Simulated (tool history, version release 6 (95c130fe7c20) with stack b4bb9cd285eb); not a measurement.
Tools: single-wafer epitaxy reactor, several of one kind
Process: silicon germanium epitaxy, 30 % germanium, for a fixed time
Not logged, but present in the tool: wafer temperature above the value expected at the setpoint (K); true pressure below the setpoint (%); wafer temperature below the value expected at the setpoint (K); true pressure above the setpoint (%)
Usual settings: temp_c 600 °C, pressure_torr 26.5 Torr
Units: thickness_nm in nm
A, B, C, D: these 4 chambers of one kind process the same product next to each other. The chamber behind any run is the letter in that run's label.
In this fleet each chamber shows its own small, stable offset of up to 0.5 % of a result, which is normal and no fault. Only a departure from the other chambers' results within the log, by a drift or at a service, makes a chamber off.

run   hour  temp_c  pressure_torr  hours since the last pyrometer calibration  hours since the last manometer calibration  read-back reference wafer on the same gauge, thickness_nm  thickness_nm
 1D   14.4     600           26.5                                      1086.5                                      1324.3                                                     78.356        66.172
 2C   26.3     600           26.5                                       906.7                                        2129                                                     78.354        66.252
 3B     41     600           26.5                                      1286.9                                       649.2                                                     78.272         66.35
 4A   54.2     600           26.5                                      2103.9                                         383                                                     78.424        66.316
 5B   60.9     600           26.5                                      1306.8                                       669.1                                                     78.338        66.322
 6A   68.8     600           24.1                                      2118.5                                       397.6                                                     78.384        63.781
 7D   81.6     600           24.1                                      1153.7                                      1391.5                                                     78.474        64.089
 8C   88.7     600           24.1                                       969.1                                      2191.4                                                     78.334         63.11
 9D  101.3     600           24.1                                      1173.4                                      1411.2                                                      78.47        64.088
10A  114.2     600           26.5                                      2163.9                                         443                                                     78.395        66.236
11C  129.6     600           26.5                                        1010                                      2232.3                                                     78.431        65.878
12B  138.3     594           26.5                                      1384.2                                       746.5                                                     78.412        59.572
13D  150.7     594           26.5                                      1222.8                                      1460.6                                                     78.406        59.234
14A  163.4     594           26.5                                      2213.1                                       492.2                                                     78.378        59.759
     176.7  -- chamber A: pyrometer calibrated
15B  178.8     594           26.5                                      1424.7                                         787                                                      78.38        59.109
     179.2  -- chamber C: pyrometer calibrated
16C  189.7     600           26.5                                        10.5                                      2292.4                                                     78.418        62.526
17C  203.3     600           26.5                                        24.1                                        2306                                                     78.403        62.867
18A  211.2     600           26.5                                        34.5                                         540                                                     78.334        66.237
19D  218.6     600           26.5                                      1290.7                                      1528.5                                                     78.429         66.13
     221.7  -- chamber D: pyrometer calibrated
20B  230.8     600           26.5                                      1476.7                                         839                                                     78.424        66.036
21B  246.3     600           26.5                                      1492.2                                       854.5                                                     78.407        65.524
22C  255.2     600           26.5                                          76                                      2357.9                                                     78.447        63.007
23D  269.1     600           26.5                                        47.5                                        1579                                                     78.435        66.926
24A  282.8     591           26.5                                       106.1                                       611.6                                                     78.378        55.551
25D  292.6     591           26.5                                          71                                      1602.5                                                      78.38         56.41

Decide between three cases: one chamber stands off from its peers, the gauge reading all wafers drifts, or nothing is wrong past each chamber's small offset. Where a chamber is off, say which and what most likely put it there.

Chamber C came out of a service off from its peers and stayed that way.
Cause: wafer temperature below the value expected at the setpoint (K) = 2.58.

Below are 4 candidate recipes for chamber C's next run, each the usual settings with a change, their results shown as question marks. Which of them brings C's results back in line with what the other chambers give on the usual settings?
Maximum distance from the other chambers' mean on the usual settings for a result to count as in line: thickness_nm 1.2 nm
26C-1  303.7     601           26.6                                                                                                                                                                ?
26C-2  303.7     597           26.5                                                                                                                                                                ?
26C-3  303.7     600           25.4                                                                                                                                                                ?
26C-4  303.7     600           29.9                                                                                                                                                                ?

Other chambers, usual settings, mean: thickness_nm 66.248 nm
  run  thickness_nm
26C-1        64.118
26C-2         59.54
26C-3        61.807
26C-4        66.011
Change 26C-4 lands the chamber within the allowed miss of the other chambers.
